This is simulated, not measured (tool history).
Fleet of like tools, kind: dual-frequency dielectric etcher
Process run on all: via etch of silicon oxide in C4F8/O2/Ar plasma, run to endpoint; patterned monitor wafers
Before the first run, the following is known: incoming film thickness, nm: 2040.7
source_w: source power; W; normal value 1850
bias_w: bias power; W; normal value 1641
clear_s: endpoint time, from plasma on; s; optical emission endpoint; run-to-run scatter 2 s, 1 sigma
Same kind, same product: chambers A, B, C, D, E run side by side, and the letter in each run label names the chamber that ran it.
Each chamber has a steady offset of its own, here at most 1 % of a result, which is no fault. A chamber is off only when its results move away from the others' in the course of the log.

Run 1D, hour 4.3: usual settings. Result: clear_s 437.17 s.
Run 2E, hour 8.9: usual settings. Result: clear_s 437.04 s.
Run 3B, hour 15: usual settings. Result: clear_s 437.15 s.
At hour 19.9: chamber B: source power generator calibrated.
Run 4A, hour 21.5: usual settings. Result: clear_s 436.13 s.
Run 5C, hour 26.6: usual settings. Result: clear_s 446.27 s.
Run 6D, hour 31.2: usual settings but source_w 2280 W. Result: clear_s 404.52 s.
Run 7C, hour 37.6: usual settings but source_w 2280 W. Result: clear_s 404.67 s.
Run 8A, hour 42.4: usual settings but source_w 2280 W. Result: clear_s 400.31 s.
Run 9B, hour 45.6: usual settings but source_w 2280 W. Result: clear_s 402.32 s.
Run 10E, hour 48.8: usual settings but source_w 2280 W. Result: clear_s 399.57 s.
Run 11D, hour 53.2: usual settings. Result: clear_s 441.6 s.
Run 12C, hour 59.2: usual settings. Result: clear_s 439.86 s.
Run 13B, hour 65.9: usual settings. Result: clear_s 440.15 s.
Run 14E, hour 71.1: usual settings but bias_w 1315 W. Result: clear_s 463.41 s.
Run 15A, hour 76.2: usual settings but bias_w 1315 W. Result: clear_s 459.3 s.
Run 16B, hour 81.5: usual settings but bias_w 1315 W. Result: clear_s 468.98 s.
Run 17D, hour 86.3: usual settings but bias_w 1315 W. Result: clear_s 472.05 s.
At hour 87.5: chamber B: wet clean of the chamber.
Run 18C, hour 90.8: usual settings but bias_w 1315 W. Result: clear_s 471.65 s.
Run 19E, hour 97.2: usual settings. Result: clear_s 438.7 s.
Run 20A, hour 103.9: usual settings. Result: clear_s 430.84 s.
Run 21B, hour 107.7: usual settings. Result: clear_s 442.41 s.
Run 22E, hour 111: usual settings but source_w 1420 W. Result: clear_s 484.73 s.
Run 23D, hour 114.4: usual settings but source_w 1420 W. Result: clear_s 488.85 s.
Run 24A, hour 120.9: usual settings but source_w 1420 W. Result: clear_s 473.28 s.
Run 25C, hour 125: usual settings but source_w 1420 W. Result: clear_s 492.75 s.
Run 26B, hour 129.5: usual settings but source_w 1420 W. Result: clear_s 488.9 s.
Run 27E, hour 134.5: usual settings. Result: clear_s 438.33 s.
Run 28A, hour 140.1: usual settings but source_w 1650 W, bias_w 1818 W. Result: clear_s 432.51 s.
Run 29D, hour 146.4: usual settings but source_w 1650 W, bias_w 1818 W. Result: clear_s 448.5 s.
Run 30C, hour 152.3: usual settings but source_w 1650 W, bias_w 1818 W. Result: clear_s 450.61 s.
Run 31B, hour 155.5: usual settings but source_w 1650 W, bias_w 1818 W. Result: clear_s 449.94 s.
Run 32D, hour 161.8: usual settings but source_w 1650 W, bias_w 1818 W. Result: clear_s 449.03 s.
Run 33E, hour 166.5: usual settings but source_w 1520 W. Result: clear_s 476.18 s.
Run 34C, hour 171.1: usual settings but source_w 1520 W. Result: clear_s 481.95 s.
Run 35A, hour 175: usual settings but source_w 1520 W. Result: clear_s 459.02 s.
Run 36E, hour 179.3: usual settings but source_w 1520 W. Result: clear_s 475.1 s.
Run 37B, hour 184.4: usual settings but source_w 1520 W. Result: clear_s 474.62 s.
Run 38A, hour 188.7: usual settings. Result: clear_s 417.64 s.
Run 39D, hour 192.6: usual settings. Result: clear_s 437.46 s.
Run 40C, hour 196.5: usual settings. Result: clear_s 444.62 s.
Run 41A, hour 203: usual settings. Result: clear_s 413.03 s.

Decide between three cases: one chamber stands off from its peers, the gauge reading all wafers drifts, or nothing is wrong past each chamber's small offset. Where a chamber is off, say which and what most likely put it there.

Chamber A drifts away from the others.
Most likely cause: etch rate over this chamber's usual, % = 5.25.

Which of the 4 candidates below, each the usual settings with something changed and its results left as question marks, puts chamber A back in line with what the other chambers give on the usual settings?
In line means no further than this from the other chambers' mean on the usual settings: clear_s 7.1 s
Run 42A-1, hour 207.9: usual settings but source_w 1770 W, bias_w 1594 W. Result: clear_s ?.
Run 42A-2, hour 207.9: usual settings but source_w 1670 W, bias_w 1526 W. Result: clear_s ?.
Run 42A-3, hour 207.9: usual settings but bias_w 1990 W. Result: clear_s ?.
Run 42A-4, hour 207.9: usual settings but source_w 1930 W, bias_w 1688 W. Result: clear_s ?.

Mean of the other chambers on the usual settings: clear_s 440.36 s
  run  clear_s
42A-1   425.83
42A-2   441.25
42A-3   392.66
42A-4   404.71
42A-2 is the one that brings the chamber's results back in line with the other chambers.
